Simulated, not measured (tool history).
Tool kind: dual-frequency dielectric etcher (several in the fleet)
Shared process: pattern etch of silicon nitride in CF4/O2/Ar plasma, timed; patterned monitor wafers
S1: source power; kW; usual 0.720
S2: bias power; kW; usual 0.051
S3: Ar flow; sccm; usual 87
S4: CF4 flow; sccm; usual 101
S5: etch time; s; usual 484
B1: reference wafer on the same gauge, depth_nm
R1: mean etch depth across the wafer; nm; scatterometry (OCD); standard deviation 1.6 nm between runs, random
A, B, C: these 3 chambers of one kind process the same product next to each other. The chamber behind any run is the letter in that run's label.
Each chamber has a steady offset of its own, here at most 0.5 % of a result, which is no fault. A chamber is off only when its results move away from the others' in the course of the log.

run	hour	S1	S2	S3	S4	S5	B1	R1
1A	10.5	0.720	0.051	87	101	484	1209.9	1297.20
2C	19.7	0.720	0.051	87	101	484	1209.7	1292.20
3B	28.6	0.720	0.051	87	101	484	1209.6	1294.40
4A	36.9	0.720	0.051	87	101	484	1209.3	1300.10
5C	46.1	0.720	0.051	87	101	484	1208.7	1292.40
6B	51.7	0.720	0.051	87	101	484	1208.7	1294.50
7A	57.4	0.720	0.051	105	101	484	1208.9	1267.10
8B	62.4	0.720	0.051	105	101	484	1208.7	1268.70
9C	67.6	0.720	0.051	105	101	484	1208.4	1260.70
10A	76.1	0.720	0.051	87	101	484	1208.6	1293.80
11B	82.6	0.720	0.051	87	101	484	1207.9	1294.10
12C	93.5	0.720	0.051	87	101	484	1207.7	1291.10
# hour 102.5: chamber B: source power generator calibrated
13B	103.5	0.720	0.051	87	101	484	1208.2	1295.00
14C	110.4	0.720	0.051	87	101	484	1207.8	1288.10
# hour 116.5: chamber B: Ar flow controller replaced
15A	121.5	0.720	0.051	87	101	484	1207.0	1293.80
16C	127.9	0.720	0.051	87	101	484	1207.3	1289.40
17A	136.8	0.720	0.051	87	101	484	1207.1	1294.30
18B	145.6	0.720	0.051	87	101	484	1206.7	1295.00
19B	151.5	0.720	0.051	87	101	484	1206.6	1291.80
20A	160.2	0.720	0.051	87	101	484	1206.6	1294.90
21C	171.5	0.720	0.051	87	101	484	1206.5	1291.60
22B	182.3	0.720	0.051	87	101	484	1205.9	1294.50
23C	190.1	0.720	0.051	87	101	484	1205.9	1287.30
24A	200.4	0.720	0.051	87	101	484	1205.6	1294.20
25C	205.9	0.720	0.051	87	101	484	1205.4	1288.90
26B	215.6	0.720	0.051	87	101	484	1205.5	1292.10
27A	221.7	0.720	0.051	87	101	484	1205.5	1293.90
28B	227.5	0.720	0.051	87	101	484	1204.8	1293.10
29A	237.3	0.720	0.045	87	101	350	1204.8	895.96
# hour 239.1: chamber B: wet clean of the chamber
30C	246.5	0.720	0.045	87	101	350	1204.4	889.09
31B	253.2	0.720	0.045	87	101	350	1204.4	893.67
# hour 254.1: chamber A: wet clean of the chamber
32A	259.2	0.720	0.051	87	101	379	1204.3	1012.60
33C	268.9	0.720	0.051	87	101	379	1204.2	1007.10

Next, all 3 chambers run the settings below, one line each with question marks for the results. What does each chamber give?
34A	277.1	0.720	0.051	87	101	484		?
34B	277.1	0.720	0.051	87	101	484		?
34C	277.1	0.720	0.051	87	101	484		?

run	R1
34A	1288.90
34B	1288.20
34C	1286.60

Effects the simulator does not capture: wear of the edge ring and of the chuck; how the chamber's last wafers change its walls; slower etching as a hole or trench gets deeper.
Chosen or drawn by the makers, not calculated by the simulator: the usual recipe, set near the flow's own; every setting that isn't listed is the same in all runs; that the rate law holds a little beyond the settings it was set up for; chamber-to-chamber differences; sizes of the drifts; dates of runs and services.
